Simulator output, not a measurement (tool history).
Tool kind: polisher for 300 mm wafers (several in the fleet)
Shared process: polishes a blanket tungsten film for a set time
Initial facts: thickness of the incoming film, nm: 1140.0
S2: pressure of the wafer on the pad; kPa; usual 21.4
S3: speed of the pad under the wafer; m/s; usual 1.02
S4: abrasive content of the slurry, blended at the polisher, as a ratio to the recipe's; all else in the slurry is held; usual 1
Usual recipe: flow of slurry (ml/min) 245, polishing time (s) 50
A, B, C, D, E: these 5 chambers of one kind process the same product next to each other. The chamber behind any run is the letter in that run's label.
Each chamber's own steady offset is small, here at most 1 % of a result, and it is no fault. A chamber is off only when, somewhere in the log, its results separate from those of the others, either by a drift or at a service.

run 1C hour=9.7 | flow_of_slurry_(ml/min)=245 S2=21.4 S3=1.02 S4=1 polishing_time_(s)=50 | film_removed_(angstrom)=2229.7
-- hour=15.5 chamber C: slurry tank refilled with fresh slurry and peroxide
run 2B hour=17.3 | flow_of_slurry_(ml/min)=245 S2=21.4 S3=1.02 S4=1 polishing_time_(s)=50 | film_removed_(angstrom)=2276.7
run 3A hour=26 | flow_of_slurry_(ml/min)=245 S2=21.4 S3=1.02 S4=1 polishing_time_(s)=50 | film_removed_(angstrom)=2288.5
-- hour=26.7 chamber A: worn pad replaced by a new one
-- hour=29.9 chamber B: slurry tank refilled with fresh slurry and peroxide
-- hour=31.4 chamber D: slurry tank refilled with fresh slurry and peroxide
run 4D hour=38 | flow_of_slurry_(ml/min)=245 S2=21.4 S3=1.02 S4=1 polishing_time_(s)=50 | film_removed_(angstrom)=2291.8
-- hour=43.4 chamber E: worn pad replaced by a new one
-- hour=43.5 chamber B: worn pad replaced by a new one
run 5E hour=44.4 | flow_of_slurry_(ml/min)=245 S2=21.4 S3=1.02 S4=1 polishing_time_(s)=50 | film_removed_(angstrom)=2267.2
run 6C hour=51.7 | flow_of_slurry_(ml/min)=245 S2=21.4 S3=1.02 S4=1 polishing_time_(s)=50 | film_removed_(angstrom)=2282.4
-- hour=52.1 chamber A: slurry tank refilled with fresh slurry and peroxide
-- hour=57.1 chamber A: head pressure recalibrated
-- hour=62 chamber C: worn pad replaced by a new one
run 7D hour=63.4 | flow_of_slurry_(ml/min)=245 S2=21.4 S3=1.02 S4=1 polishing_time_(s)=50 | film_removed_(angstrom)=2280.8
run 8B hour=76.9 | flow_of_slurry_(ml/min)=245 S2=21.4 S3=1.02 S4=1 polishing_time_(s)=50 | film_removed_(angstrom)=2278.2
run 9A hour=84.5 | flow_of_slurry_(ml/min)=245 S2=21.4 S3=1.02 S4=1 polishing_time_(s)=50 | film_removed_(angstrom)=2275.6
-- hour=85.3 chamber C: slurry tank refilled with fresh slurry and peroxide
-- hour=86.3 chamber B: slurry blender recalibrated
run 10E hour=93.6 | flow_of_slurry_(ml/min)=245 S2=21.4 S3=1.02 S4=1 polishing_time_(s)=50 | film_removed_(angstrom)=2281.2
-- hour=97.3 chamber A: worn pad replaced by a new one
run 11C hour=99.9 | flow_of_slurry_(ml/min)=245 S2=21.4 S3=1.02 S4=1 polishing_time_(s)=50 | film_removed_(angstrom)=2271.6
-- hour=101.6 chamber D: slurry tank refilled with fresh slurry and peroxide
-- hour=110.4 chamber E: slurry tank refilled with fresh slurry and peroxide
-- hour=110.9 chamber B: slurry tank refilled with fresh slurry and peroxide
run 12E hour=111.6 | flow_of_slurry_(ml/min)=190 S2=21.4 S3=0.76 S4=1 polishing_time_(s)=50 | film_removed_(angstrom)=1633.8
-- hour=114.9 chamber C: slurry blender recalibrated
run 13B hour=117.6 | flow_of_slurry_(ml/min)=190 S2=21.4 S3=0.76 S4=1 polishing_time_(s)=50 | film_removed_(angstrom)=1657.1
-- hour=119.1 chamber E: worn pad replaced by a new one
run 14D hour=123.9 | flow_of_slurry_(ml/min)=190 S2=21.4 S3=0.76 S4=1 polishing_time_(s)=50 | film_removed_(angstrom)=1622.7
-- hour=126.4 chamber B: worn pad replaced by a new one
run 15A hour=131.4 | flow_of_slurry_(ml/min)=190 S2=21.4 S3=0.76 S4=1 polishing_time_(s)=50 | film_removed_(angstrom)=1662.1
-- hour=133.3 chamber A: slurry tank refilled with fresh slurry and peroxide
-- hour=136.5 chamber C: worn pad replaced by a new one
run 16A hour=142 | flow_of_slurry_(ml/min)=190 S2=21.4 S3=0.76 S4=1 polishing_time_(s)=50 | film_removed_(angstrom)=1654.5
run 17E hour=149.3 | flow_of_slurry_(ml/min)=245 S2=21.4 S3=1.02 S4=1 polishing_time_(s)=50 | film_removed_(angstrom)=2227.8
-- hour=151 chamber C: slurry tank refilled with fresh slurry and peroxide
run 18C hour=161.6 | flow_of_slurry_(ml/min)=245 S2=21.4 S3=1.02 S4=1 polishing_time_(s)=50 | film_removed_(angstrom)=2256
-- hour=165.1 chamber A: worn pad replaced by a new one
run 19D hour=171.2 | flow_of_slurry_(ml/min)=245 S2=21.4 S3=1.02 S4=1 polishing_time_(s)=50 | film_removed_(angstrom)=2240.9
-- hour=172.5 chamber D: slurry tank refilled with fresh slurry and peroxide
run 20B hour=183.2 | flow_of_slurry_(ml/min)=245 S2=21.4 S3=1.02 S4=1 polishing_time_(s)=50 | film_removed_(angstrom)=2240.9
-- hour=193 chamber E: slurry blender recalibrated
-- hour=195.7 chamber B: slurry tank refilled with fresh slurry and peroxide
run 21A hour=196.6 | flow_of_slurry_(ml/min)=245 S2=21.4 S3=1.02 S4=1 polishing_time_(s)=50 | film_removed_(angstrom)=2306.2
-- hour=202 chamber E: worn pad replaced by a new one
-- hour=204.9 chamber A: slurry tank refilled with fresh slurry and peroxide
run 22B hour=205.5 | flow_of_slurry_(ml/min)=245 S2=21.4 S3=1.02 S4=1 polishing_time_(s)=50 | film_removed_(angstrom)=2274.2
-- hour=206.8 chamber A: slurry blender recalibrated
-- hour=208.1 chamber B: worn pad replaced by a new one
run 23C hour=214.3 | flow_of_slurry_(ml/min)=245 S2=21.4 S3=1.02 S4=1 polishing_time_(s)=50 | film_removed_(angstrom)=2249.2
-- hour=217.3 chamber C: slurry tank refilled with fresh slurry and peroxide
-- hour=218.9 chamber A: slurry nozzle cleaned
-- hour=221.6 chamber C: worn pad replaced by a new one
run 24E hour=223.9 | flow_of_slurry_(ml/min)=245 S2=21.4 S3=0.78 S4=1 polishing_time_(s)=50 | film_removed_(angstrom)=1727.2
-- hour=227.3 chamber E: slurry tank refilled with fresh slurry and peroxide
run 25D hour=231.6 | flow_of_slurry_(ml/min)=245 S2=21.4 S3=0.78 S4=1 polishing_time_(s)=50 | film_removed_(angstrom)=1683.7
-- hour=234.9 chamber A: worn pad replaced by a new one
run 26A hour=241.2 | flow_of_slurry_(ml/min)=245 S2=21.4 S3=0.78 S4=1 polishing_time_(s)=50 | film_removed_(angstrom)=1748.7
run 27B hour=248.5 | flow_of_slurry_(ml/min)=245 S2=21.4 S3=0.78 S4=1 polishing_time_(s)=50 | film_removed_(angstrom)=1724.5
-- hour=250.7 chamber D: slurry tank refilled with fresh slurry and peroxide
run 28D hour=259.8 | flow_of_slurry_(ml/min)=245 S2=21.4 S3=0.78 S4=1 polishing_time_(s)=50 | film_removed_(angstrom)=1666.4
run 29E hour=271.4 | flow_of_slurry_(ml/min)=175 S2=21.4 S3=1.02 S4=1 polishing_time_(s)=50 | film_removed_(angstrom)=2163.9
-- hour=271.6 chamber B: slurry tank refilled with fresh slurry and peroxide
-- hour=276.8 chamber E: worn pad replaced by a new one
-- hour=277.1 chamber A: slurry tank refilled with fresh slurry and peroxide
run 30C hour=280.4 | flow_of_slurry_(ml/min)=175 S2=21.4 S3=1.02 S4=1 polishing_time_(s)=50 | film_removed_(angstrom)=2168.7
-- hour=281.9 chamber B: head pressure recalibrated
-- hour=282.3 chamber B: worn pad replaced by a new one
-- hour=290.7 chamber C: slurry tank refilled with fresh slurry and peroxide
run 31D hour=293.8 | flow_of_slurry_(ml/min)=175 S2=21.4 S3=1.02 S4=1 polishing_time_(s)=50 | film_removed_(angstrom)=2066.4
-- hour=299.4 chamber B: slurry blender recalibrated
-- hour=300.1 chamber C: slurry blender recalibrated
-- hour=301.7 chamber A: worn pad replaced by a new one
run 32A hour=303.1 | flow_of_slurry_(ml/min)=175 S2=21.4 S3=1.02 S4=1 polishing_time_(s)=50 | film_removed_(angstrom)=2174.7
-- hour=307.4 chamber C: worn pad replaced by a new one
run 33C hour=313 | flow_of_slurry_(ml/min)=175 S2=21.4 S3=1.02 S4=1 polishing_time_(s)=50 | film_removed_(angstrom)=2196.9
-- hour=320.9 chamber D: slurry blender recalibrated
run 34E hour=324.6 | flow_of_slurry_(ml/min)=245 S2=21.4 S3=1.02 S4=1 polishing_time_(s)=50 | film_removed_(angstrom)=2235.5
-- hour=328.5 chamber D: slurry tank refilled with fresh slurry and peroxide
run 35B hour=333.7 | flow_of_slurry_(ml/min)=245 S2=21.4 S3=1.02 S4=1 polishing_time_(s)=50 | film_removed_(angstrom)=2284.8
-- hour=340.6 chamber B: slurry tank refilled with fresh slurry and peroxide
run 36B hour=341.9 | flow_of_slurry_(ml/min)=245 S2=21.4 S3=1.02 S4=1 polishing_time_(s)=50 | film_removed_(angstrom)=2270.1
-- hour=346.4 chamber E: slurry tank refilled with fresh slurry and peroxide
-- hour=349.5 chamber A: slurry tank refilled with fresh slurry and peroxide
run 37E hour=354.2 | flow_of_slurry_(ml/min)=245 S2=21.4 S3=1.02 S4=1 polishing_time_(s)=50 | film_removed_(angstrom)=2250.8
run 38A hour=362 | flow_of_slurry_(ml/min)=245 S2=21.4 S3=1.02 S4=1 polishing_time_(s)=50 | film_removed_(angstrom)=2243.6
run 39D hour=371.8 | flow_of_slurry_(ml/min)=245 S2=21.4 S3=1.02 S4=1 polishing_time_(s)=50 | film_removed_(angstrom)=2094.4

Which is it: a chamber that has drifted or been left off by a service, a gauge drift common to all chambers, or only each chamber's usual small offset? If a chamber is off, name it and its likeliest cause.

One chamber, D, drifts off from the rest bit by bit.
Most likely cause: removal rate lost through wear of the pad, % = 8.47.
The log might look much the same if the cause were instead: slurry flow missing at the pad, %; head's pressure below its setpoint, %.

Here are 4 candidates for chamber D's next run, each the usual settings with a change, their results left as question marks. Which one brings its results back in line with what the others give on the usual settings?
A result is in line if it is within this distance of the other chambers' mean on the usual settings: film removed (angstrom) 50
run 40D-1 hour=381.5 | flow_of_slurry_(ml/min)=245 S2=21.4 S3=1.02 S4=1 polishing_time_(s)=54 | film_removed_(angstrom)=?
run 40D-2 hour=381.5 | flow_of_slurry_(ml/min)=245 S2=21.4 S3=0.94 S4=1 polishing_time_(s)=46 | film_removed_(angstrom)=?
run 40D-3 hour=381.5 | flow_of_slurry_(ml/min)=245 S2=21.4 S3=0.98 S4=1 polishing_time_(s)=48 | film_removed_(angstrom)=?
run 40D-4 hour=381.5 | flow_of_slurry_(ml/min)=245 S2=23.4 S3=1.02 S4=1 polishing_time_(s)=54 | film_removed_(angstrom)=?

The mean the other chambers reach with the usual settings: film removed (angstrom) 2271.1
run=40D-1 film_removed_(angstrom)=2260.3
run=40D-2 film_removed_(angstrom)=1772.1
run=40D-3 film_removed_(angstrom)=1929.2
run=40D-4 film_removed_(angstrom)=2475.7
40D-1 brings the chamber back in line.
